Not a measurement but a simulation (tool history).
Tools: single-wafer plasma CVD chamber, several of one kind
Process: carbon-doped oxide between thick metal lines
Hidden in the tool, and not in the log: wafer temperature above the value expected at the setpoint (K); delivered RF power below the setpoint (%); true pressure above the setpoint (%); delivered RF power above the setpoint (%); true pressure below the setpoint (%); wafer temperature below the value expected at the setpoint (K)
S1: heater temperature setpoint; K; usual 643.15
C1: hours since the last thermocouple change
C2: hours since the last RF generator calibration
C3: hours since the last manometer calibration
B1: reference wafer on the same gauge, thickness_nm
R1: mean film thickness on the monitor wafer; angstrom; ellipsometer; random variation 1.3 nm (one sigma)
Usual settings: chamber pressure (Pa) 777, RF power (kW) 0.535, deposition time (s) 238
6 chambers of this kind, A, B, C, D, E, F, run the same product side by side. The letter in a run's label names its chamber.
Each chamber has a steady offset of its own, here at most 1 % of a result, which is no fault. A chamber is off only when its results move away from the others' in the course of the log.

Run 1D, day 0.154: usual settings; C1 1725.3; C2 1158.9; C3 1404.5; B1 1130.5. Result: R1 12061 angstrom.
Run 2B, day 0.438: usual settings; C1 1151.1; C2 653.3; C3 1395.5; B1 1130.4. Result: R1 12268 angstrom.
Run 3A, day 0.638: usual settings; C1 653.7; C2 526.2; C3 1182.3; B1 1130.4. Result: R1 12104 angstrom.
Run 4C, day 0.875: usual settings; C1 1443.8; C2 716.5; C3 1754.5; B1 1130.7. Result: R1 12122 angstrom.
Run 5E, day 1.112: usual settings but chamber pressure (Pa) 927, RF power (kW) 0.585; C1 2355.5; C2 1122.6; C3 606.4; B1 1130.1. Result: R1 12943 angstrom.
Run 6F, day 1.396: usual settings but chamber pressure (Pa) 927, RF power (kW) 0.585; C1 497.6; C2 140.4; C3 1230.6; B1 1130.9. Result: R1 13079 angstrom.
Run 7C, day 1.671: usual settings but chamber pressure (Pa) 927, RF power (kW) 0.585; C1 1462.9; C2 735.6; C3 1773.6; B1 1130.6. Result: R1 13036 angstrom.
Run 8E, day 1.888: usual settings but chamber pressure (Pa) 927, RF power (kW) 0.585; C1 2374.1; C2 1141.2; C3 625; B1 1131.1. Result: R1 12960 angstrom.
Run 9D, day 2.2: usual settings but chamber pressure (Pa) 927, RF power (kW) 0.585; C1 1774.4; C2 1208; C3 1453.6; B1 1131.1. Result: R1 12982 angstrom.
At day 2.317: chamber D: RF generator calibrated.
Run 10F, day 2.525: usual settings but chamber pressure (Pa) 927, RF power (kW) 0.585; C1 524.7; C2 167.5; C3 1257.7; B1 1131.2. Result: R1 13063 angstrom.
Run 11A, day 2.75: usual settings; C1 704.4; C2 576.9; C3 1233; B1 1131.3. Result: R1 12102 angstrom.
Run 12B, day 2.904: usual settings; C1 1210.3; C2 712.5; C3 1454.7; B1 1131.3. Result: R1 12265 angstrom.
Run 13A, day 3.058: usual settings; C1 711.8; C2 584.3; C3 1240.4; B1 1131.5. Result: R1 12111 angstrom.
Run 14E, day 3.242: usual settings; C1 2406.6; C2 1173.7; C3 657.5; B1 1131.3. Result: R1 12064 angstrom.
Run 15C, day 3.429: usual settings; C1 1505.1; C2 777.8; C3 1815.8; B1 1131.3. Result: R1 12152 angstrom.
Run 16D, day 3.592: usual settings; C1 1807.8; C2 30.6; C3 1487; B1 1131.7. Result: R1 12089 angstrom.
Run 17B, day 3.908: usual settings; C1 1234.4; C2 736.6; C3 1478.8; B1 1131.8. Result: R1 12259 angstrom.
At day 4.017: chamber B: capacitance manometer re-zeroed and calibrated.
Run 18F, day 4.054: usual settings; C1 561.4; C2 204.2; C3 1294.4; B1 1131.9. Result: R1 12172 angstrom.
Run 19F, day 4.354: usual settings; C1 568.6; C2 211.4; C3 1301.6; B1 1131.6. Result: R1 12159 angstrom.
Run 20B, day 4.633: usual settings; C1 1251.8; C2 754; C3 14.9; B1 1132.3. Result: R1 12260 angstrom.
Run 21E, day 4.862: usual settings; C1 2445.5; C2 1212.6; C3 696.4; B1 1132.3. Result: R1 12083 angstrom.
Run 22C, day 5.05: usual settings; C1 1544; C2 816.7; C3 1854.7; B1 1132.5. Result: R1 12172 angstrom.
Run 23A, day 5.217: usual settings; C1 763.6; C2 636.1; C3 1292.2; B1 1132.5. Result: R1 12112 angstrom.
Run 24D, day 5.529: usual settings; C1 1854.3; C2 77.1; C3 1533.5; B1 1132.2. Result: R1 12077 angstrom.
Run 25F, day 5.812: usual settings; C1 603.6; C2 246.4; C3 1336.6; B1 1132.8. Result: R1 12177 angstrom.
Run 26B, day 6.108: usual settings; C1 1287.2; C2 789.4; C3 50.3; B1 1132.7. Result: R1 12249 angstrom.
Run 27E, day 6.404: usual settings; C1 2482.5; C2 1249.6; C3 733.4; B1 1132.8. Result: R1 12103 angstrom.
Run 28A, day 6.671: usual settings; C1 798.5; C2 671; C3 1327.1; B1 1133.2. Result: R1 12119 angstrom.
Run 29D, day 6.838: usual settings; C1 1885.7; C2 108.5; C3 1564.9; B1 1133.3. Result: R1 12101 angstrom.
Run 30C, day 6.988: usual settings; C1 1590.5; C2 863.2; C3 1901.2; B1 1133.2. Result: R1 12160 angstrom.
Run 31F, day 7.175: usual settings; C1 636.3; C2 279.1; C3 1369.3; B1 1133.5. Result: R1 12200 angstrom.
Run 32A, day 7.467: usual settings; C1 817.6; C2 690.1; C3 1346.2; B1 1133.5. Result: R1 12114 angstrom.
Run 33B, day 7.779: usual settings; C1 1327.3; C2 829.5; C3 90.4; B1 1133.4. Result: R1 12280 angstrom.
Run 34D, day 8.062: usual settings; C1 1915.1; C2 137.9; C3 1594.3; B1 1133.7. Result: R1 12100 angstrom.
Run 35C, day 8.379: usual settings; C1 1623.9; C2 896.6; C3 1934.6; B1 1133.9. Result: R1 12179 angstrom.
Run 36E, day 8.683: usual settings; C1 2537.2; C2 1304.3; C3 788.1; B1 1133.8. Result: R1 12098 angstrom.
Run 37A, day 8.85: usual settings; C1 850.8; C2 723.3; C3 1379.4; B1 1134.4. Result: R1 12124 angstrom.
Run 38F, day 9.117: usual settings; C1 682.9; C2 325.7; C3 1415.9; B1 1134.2. Result: R1 12210 angstrom.
Run 39B, day 9.371: usual settings; C1 1365.5; C2 867.7; C3 128.6; B1 1134.2. Result: R1 12285 angstrom.
Run 40D, day 9.683: usual settings; C1 1954; C2 176.8; C3 1633.2; B1 1134.3. Result: R1 12101 angstrom.
Run 41E, day 9.942: usual settings; C1 2567.4; C2 1334.5; C3 818.3; B1 1134.8. Result: R1 12119 angstrom.
Run 42C, day 10.138: usual settings; C1 1666.1; C2 938.8; C3 1976.8; B1 1134.6. Result: R1 12167 angstrom.
Run 43F, day 10.467: usual settings; C1 715.3; C2 358.1; C3 1448.3; B1 1134.7. Result: R1 12201 angstrom.
Run 44C, day 10.671: usual settings; C1 1678.9; C2 951.6; C3 1989.6; B1 1134.7. Result: R1 12202 angstrom.

Next, every chamber runs the same settings. What will each give?
Run 45A, day 10.908: usual settings. Result: R1 ?.
Run 45B, day 10.908: usual settings. Result: R1 ?.
Run 45C, day 10.908: usual settings. Result: R1 ?.
Run 45D, day 10.908: usual settings. Result: R1 ?.
Run 45E, day 10.908: usual settings. Result: R1 ?.
Run 45F, day 10.908: usual settings. Result: R1 ?.

run     R1
45A  12154
45B  12296
45C  12169
45D  12123
45E  12095
45F  12188
